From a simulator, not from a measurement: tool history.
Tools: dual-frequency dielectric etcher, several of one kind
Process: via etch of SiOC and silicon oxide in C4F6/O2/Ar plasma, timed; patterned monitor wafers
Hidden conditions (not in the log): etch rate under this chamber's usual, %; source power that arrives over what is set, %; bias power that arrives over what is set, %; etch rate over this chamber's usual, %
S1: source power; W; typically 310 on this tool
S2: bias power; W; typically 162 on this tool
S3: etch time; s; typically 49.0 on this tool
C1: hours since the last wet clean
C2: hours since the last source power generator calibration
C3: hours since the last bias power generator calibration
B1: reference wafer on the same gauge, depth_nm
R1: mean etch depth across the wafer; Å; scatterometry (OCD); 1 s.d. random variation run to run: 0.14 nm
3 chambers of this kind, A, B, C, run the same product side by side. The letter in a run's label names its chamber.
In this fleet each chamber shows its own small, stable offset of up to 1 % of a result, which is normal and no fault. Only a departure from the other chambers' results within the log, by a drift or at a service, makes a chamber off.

run	day	S1	S2	S3	C1	C2	C3	B1	R1
1B	0.158	310	162	49.0	50.5	1765.5	1585.9	54.778	491.29
2A	0.271	310	162	49.0	204.9	2502.8	3133.2	54.791	486.44
3C	0.479	310	162	49.0	161.4	728.2	359.0	54.800	482.87
4A	0.654	310	162	49.0	214.1	2512.0	3142.4	54.812	486.47
5B	0.821	310	178	49.0	66.4	1781.4	1601.8	54.784	503.18
6C	0.946	310	178	49.0	172.6	739.4	370.2	54.830	497.80
7A	1.142	310	178	49.0	225.8	2523.7	3154.1	54.782	503.17
8B	1.354	310	162	49.0	79.2	1794.2	1614.6	54.787	486.80
9C	1.508	310	162	49.0	186.1	752.9	383.7	54.805	480.66
10A	1.717	310	149	42.0	239.6	2537.5	3167.9	54.812	405.08
11B	1.879	310	149	42.0	91.8	1806.8	1627.2	54.807	409.36
12C	2.021	310	149	42.0	198.4	765.2	396.0	54.799	401.17
13A	2.171	310	162	49.0	250.5	2548.4	3178.8	54.811	486.42
# day 2.212: chamber B: bias power generator calibrated
14C	2.296	310	162	49.0	205.0	771.8	402.6	54.785	483.27
15B	2.462	310	142	49.0	105.8	1820.8	6.1	54.793	469.57
16C	2.629	310	142	49.0	213.0	779.8	410.6	54.797	462.89
17B	2.783	310	142	49.0	113.5	1828.5	13.8	54.781	467.74
18A	2.933	310	162	49.0	268.8	2566.7	3197.1	54.781	486.56
19C	3.062	310	162	49.0	223.4	790.2	421.0	54.824	481.43
20B	3.250	310	162	49.0	124.7	1839.7	25.0	54.741	488.56
21A	3.396	350	148	49.0	279.9	2577.8	3208.2	54.794	495.92
22A	3.579	350	148	49.0	284.3	2582.2	3212.6	54.826	497.58
23C	3.746	350	148	49.0	239.8	806.6	437.4	54.790	490.34
24B	3.908	310	129	39.5	140.5	1855.5	40.8	54.846	364.22
25C	4.096	310	129	39.5	248.2	815.0	445.8	54.789	361.70
26B	4.275	310	129	39.5	149.3	1864.3	49.6	54.829	367.85
27A	4.446	310	162	49.0	305.1	2603.0	3233.4	54.798	486.35
28A	4.642	310	162	49.0	309.8	2607.7	3238.1	54.803	486.36
29C	4.804	310	162	49.0	265.2	832.0	462.8	54.823	483.16
30B	5.038	310	162	49.0	167.6	1882.6	67.9	54.803	489.03
31B	5.217	310	162	49.0	171.9	1886.9	72.2	54.790	487.69
32C	5.446	310	162	49.0	280.6	847.4	478.2	54.787	482.93
33A	5.629	310	162	49.0	333.5	2631.4	3261.8	54.810	487.41
34A	5.750	310	162	49.0	336.4	2634.3	3264.7	54.825	483.61
35B	5.912	310	162	49.0	188.6	1903.6	88.9	54.825	487.74
36C	6.067	350	162	53.5	295.5	862.3	493.1	54.815	551.83
37C	6.279	350	162	53.5	300.6	867.4	498.2	54.787	551.85
38B	6.508	350	162	53.5	202.9	1917.9	103.2	54.798	557.89
39A	6.612	310	162	49.0	357.1	2655.0	3285.4	54.811	488.36
40B	6.833	310	162	49.0	210.7	1925.7	111.0	54.807	487.14
41A	6.958	310	162	49.0	365.4	2663.3	3293.7	54.776	487.56
42C	7.167	310	162	49.0	321.9	888.7	519.5	54.799	481.96

Next, every chamber runs the same settings. What will each give?
43A	7.333	310	162	49.0					?
43B	7.333	310	162	49.0					?
43C	7.333	310	162	49.0					?

run	R1
43A	486.64
43B	488.93
43C	482.48
